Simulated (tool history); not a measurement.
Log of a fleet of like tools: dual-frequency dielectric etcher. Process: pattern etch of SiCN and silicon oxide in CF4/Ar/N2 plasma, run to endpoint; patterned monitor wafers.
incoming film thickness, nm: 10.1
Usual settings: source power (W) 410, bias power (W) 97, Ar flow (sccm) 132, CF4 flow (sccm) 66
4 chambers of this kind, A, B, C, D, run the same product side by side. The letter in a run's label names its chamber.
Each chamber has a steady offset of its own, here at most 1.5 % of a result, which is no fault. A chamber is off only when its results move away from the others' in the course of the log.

Run 1A, hour 3.1: usual settings. Result: endpoint time (s) 12.091.
Run 2B, hour 7.1: usual settings. Result: endpoint time (s) 12.035.
At hour 7.3: chamber D: wet clean of the chamber.
Run 3D, hour 10.0: usual settings. Result: endpoint time (s) 11.943.
Run 4C, hour 12.3: usual settings. Result: endpoint time (s) 12.298.
Run 5B, hour 15.5: usual settings. Result: endpoint time (s) 12.128.
Run 6A, hour 17.7: usual settings. Result: endpoint time (s) 12.271.
Run 7C, hour 21.1: usual settings. Result: endpoint time (s) 12.253.
Run 8D, hour 25.4: usual settings but source power (W) 440. Result: endpoint time (s) 11.299.
Run 9B, hour 27.7: usual settings but source power (W) 440. Result: endpoint time (s) 11.287.
Run 10A, hour 31.9: usual settings but source power (W) 440. Result: endpoint time (s) 11.498.
Run 11C, hour 35.9: usual settings but source power (W) 440. Result: endpoint time (s) 11.539.
Run 12D, hour 37.9: usual settings. Result: endpoint time (s) 12.038.
Run 13B, hour 40.9: usual settings. Result: endpoint time (s) 12.127.
Run 14D, hour 44.9: usual settings. Result: endpoint time (s) 12.039.
Run 15A, hour 48.6: usual settings. Result: endpoint time (s) 12.162.
Run 16C, hour 50.7: usual settings but Ar flow (sccm) 103, CF4 flow (sccm) 74. Result: endpoint time (s) 11.608.
Run 17C, hour 54.8: usual settings but Ar flow (sccm) 103, CF4 flow (sccm) 74. Result: endpoint time (s) 11.534.
Run 18B, hour 57.5: usual settings but Ar flow (sccm) 103, CF4 flow (sccm) 74. Result: endpoint time (s) 11.650.
Run 19A, hour 59.5: usual settings but Ar flow (sccm) 103, CF4 flow (sccm) 74. Result: endpoint time (s) 11.527.
Run 20D, hour 61.7: usual settings but CF4 flow (sccm) 80. Result: endpoint time (s) 11.674.
Run 21C, hour 65.2: usual settings but CF4 flow (sccm) 80. Result: endpoint time (s) 11.838.
Run 22A, hour 69.4: usual settings but CF4 flow (sccm) 80. Result: endpoint time (s) 11.837.
Run 23D, hour 72.4: usual settings but CF4 flow (sccm) 80. Result: endpoint time (s) 11.673.
Run 24B, hour 76.6: usual settings. Result: endpoint time (s) 12.437.
Run 25C, hour 78.5: usual settings. Result: endpoint time (s) 12.192.
Run 26B, hour 82.1: usual settings. Result: endpoint time (s) 12.556.
Run 27D, hour 84.4: usual settings. Result: endpoint time (s) 12.051.

All 4 chambers run these settings next. Forecast each chamber's results:
Run 28A, hour 87.6: usual settings. Result: endpoint time (s) ?.
Run 28B, hour 87.6: usual settings. Result: endpoint time (s) ?.
Run 28C, hour 87.6: usual settings. Result: endpoint time (s) ?.
Run 28D, hour 87.6: usual settings. Result: endpoint time (s) ?.

run  endpoint time (s)
28A             12.108
28B             12.617
28C             12.149
28D             11.978
